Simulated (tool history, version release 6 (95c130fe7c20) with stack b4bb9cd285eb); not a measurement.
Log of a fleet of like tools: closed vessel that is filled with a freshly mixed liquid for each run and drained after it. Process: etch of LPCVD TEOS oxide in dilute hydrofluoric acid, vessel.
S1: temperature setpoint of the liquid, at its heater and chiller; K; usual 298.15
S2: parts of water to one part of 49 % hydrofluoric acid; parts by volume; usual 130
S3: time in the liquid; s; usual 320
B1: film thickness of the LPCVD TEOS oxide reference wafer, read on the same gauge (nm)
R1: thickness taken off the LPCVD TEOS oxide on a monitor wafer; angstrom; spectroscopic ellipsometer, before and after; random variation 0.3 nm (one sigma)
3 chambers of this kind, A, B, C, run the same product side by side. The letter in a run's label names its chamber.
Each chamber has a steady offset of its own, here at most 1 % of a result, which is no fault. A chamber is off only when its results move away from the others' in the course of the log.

run   hour      S1   S2   S3      B1      R1
 1A    5.3  298.15  130  320  50.017  410.57
 2C    9.6  298.15  130  320  50.002  419.98
 3B   14.2  298.15  130  320  50.013  416.03
 4C   18.6  298.15  130  320  49.979  415.79
 5B   22.2  298.15  130  320  49.994  409.65
 6A   26.3  301.65  160  320  50.017  374.31
 7A   30.9  301.65  160  320   49.99  367.87
 8C   35.8  301.65  160  320  49.995  368.91
 9B     39  298.15  130  320      50  415.67
10C   44.3  298.15  130  320  49.979  418.86
11B   49.3  298.15  130  320  50.011   408.7
12A   54.4  298.15  130  320  49.994  410.42
13A   58.4  298.15  130  320  49.991  410.74
14C   63.6  298.15  130  320  50.008  421.21
15B   68.1  298.15  130  320  50.014  419.29
16A   71.7  298.15  130  320  50.017  407.86
17C   75.1  298.15  130  320  50.015  418.81
18B   79.7  298.15  130  320  50.012  417.56
19C   82.9  295.15   70  320  50.015  741.82
20A   87.8  295.15   70  320  50.027  705.62
21B   91.6  295.15   70  320  49.994  737.53
22C   96.1  298.15  150  170  50.008  188.08
23B  100.4  298.15  150  170  49.989  188.68
24A  103.5  298.15  150  170      50  182.51
25C  108.3  298.15  130  320  49.995  420.08
26B  113.1  298.15  130  320  49.994  413.42
27A  116.5  293.65  130  250  49.997  260.92
28B  119.5  293.65  130  250  50.001   272.8
     121.1  -- chamber B: hydrofluoric acid flow meter replaced
29A  123.1  293.65  130  250  50.012   261.6
30C  127.7  298.15  130  420  50.019  543.08
31A  132.7  298.15  130  420      50  514.98
32C  136.8  298.15  130  420  50.007  553.57
33B  140.5  298.15  130  320  50.014  413.28
34C    143  298.15  130  245  50.002  320.02

Is one chamber off against the others, does the gauge drift, or is nothing wrong? If a chamber is off, say which, and what the likeliest cause is.

Chamber A drifts away from the others.
Cause: hydrofluoric acid flow below the setpoint (%) = 4.18.
The log may not tell that from: liquid colder than its thermometer reads (K).

Here are 4 candidates for chamber A's next run, each the usual settings with a change, their results left as question marks. Which one brings its results back in line with what the others give on the usual settings?
In line means no further than this from the other chambers' mean on the usual settings: R1 10 angstrom
35A-1  146.9  298.15  130  325       ?
35A-2  146.9  296.65  130  320       ?
35A-3  146.9  298.15  130  340       ?
35A-4  146.9  298.15  130  315       ?

The other chambers' mean on the usual settings: R1 416 angstrom
  run      R1
35A-1  399.76
35A-2  371.35
35A-3  418.22
35A-4  387.46
35A-3 brings the chamber back in line.

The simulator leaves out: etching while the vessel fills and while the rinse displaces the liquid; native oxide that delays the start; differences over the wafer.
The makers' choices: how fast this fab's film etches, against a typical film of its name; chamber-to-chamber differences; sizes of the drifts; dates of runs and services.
